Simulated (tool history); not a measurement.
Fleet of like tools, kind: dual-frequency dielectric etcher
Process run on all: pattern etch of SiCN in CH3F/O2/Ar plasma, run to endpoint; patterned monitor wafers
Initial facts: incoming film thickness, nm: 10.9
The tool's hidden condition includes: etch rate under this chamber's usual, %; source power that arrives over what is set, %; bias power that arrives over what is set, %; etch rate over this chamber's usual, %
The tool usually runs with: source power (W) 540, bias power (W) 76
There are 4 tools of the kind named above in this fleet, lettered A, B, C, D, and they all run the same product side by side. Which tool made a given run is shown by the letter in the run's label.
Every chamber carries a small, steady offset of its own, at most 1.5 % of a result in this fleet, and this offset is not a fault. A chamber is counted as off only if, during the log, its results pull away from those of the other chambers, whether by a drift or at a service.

run,day,source power (W),bias power (W),hours since the last wet clean,hours since the last source power generator calibration,hours since the last bias power generator calibration,endpoint time (s)
1D,0.483,540,76,189.7,971.6,558.6,24.876
2A,0.946,540,76,321.6,1315.0,263.6,25.633
3B,1.446,540,76,577.6,536.8,2116.6,25.060
4C,1.721,540,76,250.5,1507.6,2247.4,25.352
# day 2.096: chamber B: wet clean of the chamber
5C,2.267,540,76,263.6,1520.7,2260.5,25.469
6D,2.575,500,64,239.9,1021.8,608.8,27.644
7A,3.029,500,64,371.6,1365.0,313.6,28.347
8B,3.558,500,64,35.1,587.5,2167.3,27.414
9B,3.896,500,64,43.2,595.6,2175.4,27.846
10C,4.200,450,86,310.0,1567.1,2306.9,26.202
11D,4.579,450,86,288.0,1069.9,656.9,26.196
12A,4.942,450,86,417.5,1410.9,359.5,25.931
13A,5.462,450,86,430.0,1423.4,372.0,26.190
14D,5.758,540,76,316.3,1098.2,685.2,25.016
15B,6.071,540,76,95.4,647.8,2227.6,25.336
16C,6.658,540,76,369.0,1626.1,2365.9,25.000
17A,7.146,540,76,470.4,1463.8,412.4,25.456
18D,7.671,540,76,362.2,1144.1,731.1,24.995
# day 8.079: chamber A: wet clean of the chamber
19B,8.217,540,76,146.9,699.3,2279.1,25.140
# day 8.629: chamber C: bias power generator calibrated
# day 8.717: chamber C: wet clean of the chamber
20C,8.758,540,76,1.1,1676.5,3.2,25.614
21C,9.062,540,76,8.4,1683.8,10.5,25.289
22A,9.333,540,76,30.2,1516.3,464.9,25.432
23B,9.838,540,76,185.8,738.2,2318.0,25.067
24D,10.388,540,76,427.4,1209.3,796.3,25.407
25A,10.917,540,76,68.2,1554.3,502.9,25.419
26C,11.438,540,76,65.4,1740.8,67.5,25.286
27D,11.750,640,76,460.1,1242.0,829.0,23.741
28B,12.192,640,76,242.3,794.7,2374.5,23.637
29A,12.679,640,76,110.5,1596.6,545.2,23.876
30B,13.012,640,76,262.0,814.4,2394.2,23.609
31C,13.317,540,76,110.5,1785.9,112.6,25.317
32D,13.896,630,61,511.6,1293.5,880.5,25.505
# day 13.979: chamber D: wet clean of the chamber
33A,14.488,630,61,153.9,1640.0,588.6,25.985
34C,15.021,630,61,151.4,1826.8,153.5,25.441
35D,15.333,630,61,32.6,1328.0,915.0,25.128
36B,15.700,540,76,326.5,878.9,2458.7,25.007
37D,16.300,540,76,55.8,1351.2,938.2,25.232
38B,16.583,540,76,347.7,900.1,2479.9,25.140

Which is it: a chamber that has drifted or been left off by a service, a gauge drift common to all chambers, or only each chamber's usual small offset? If a chamber is off, name it and its likeliest cause.

Beyond each chamber's small constant offset nothing stands out, and the gauge stays steady.
